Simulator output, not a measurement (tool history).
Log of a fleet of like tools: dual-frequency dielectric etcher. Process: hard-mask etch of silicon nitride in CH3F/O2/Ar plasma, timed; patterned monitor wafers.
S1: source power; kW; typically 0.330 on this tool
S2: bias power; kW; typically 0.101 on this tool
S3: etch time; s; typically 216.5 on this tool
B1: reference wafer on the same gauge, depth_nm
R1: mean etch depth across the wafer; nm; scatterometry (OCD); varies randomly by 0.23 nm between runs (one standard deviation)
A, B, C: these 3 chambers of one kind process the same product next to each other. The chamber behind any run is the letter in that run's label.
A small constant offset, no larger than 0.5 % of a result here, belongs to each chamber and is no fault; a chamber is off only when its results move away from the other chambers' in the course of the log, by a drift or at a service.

run,day,S1,S2,S3,B1,R1
1A,0.233,0.330,0.101,216.5,157.95,158.81
2C,0.492,0.330,0.101,216.5,157.94,158.71
3B,0.654,0.330,0.101,216.5,157.87,159.76
4C,0.979,0.330,0.101,216.5,157.85,158.31
5A,1.279,0.330,0.101,216.5,157.82,158.31
6B,1.442,0.330,0.101,216.5,157.82,159.79
7A,1.638,0.330,0.101,216.5,157.73,158.57
8B,1.829,0.330,0.101,216.5,157.68,159.60
9C,2.017,0.330,0.101,216.5,157.69,158.05
10B,2.254,0.330,0.101,216.5,157.69,159.58
11C,2.412,0.330,0.101,216.5,157.66,158.22
12A,2.642,0.330,0.121,247.0,157.60,193.08
13A,2.958,0.330,0.121,247.0,157.57,192.82
# day 3.175: chamber B: wet clean of the chamber
14C,3.242,0.330,0.121,247.0,157.47,193.24
15B,3.471,0.330,0.101,216.5,157.45,159.49
16C,3.767,0.330,0.101,216.5,157.42,157.90
17B,4.038,0.330,0.101,252.0,157.37,185.60
18A,4.358,0.330,0.101,252.0,157.31,183.60
19B,4.538,0.330,0.101,252.0,157.25,185.53
# day 4.617: chamber A: wet clean of the chamber
20A,4.854,0.330,0.101,216.5,157.25,157.70
21C,5.125,0.330,0.101,216.5,157.25,157.91
22B,5.367,0.330,0.101,216.5,157.17,159.31
23C,5.662,0.330,0.101,216.5,157.19,158.04
24A,5.808,0.330,0.101,216.5,157.05,157.40

Has any chamber moved away from the others, gradually or after a service, or does the common gauge drift, or do the chambers differ only by their own small steady offsets? State the chamber and the most likely cause if one applies.

No chamber is off; the gauge reading every chamber's wafers drifts, which makes the whole fleet appear to move together.
Cause: gauge reads low (%) = 0.593.
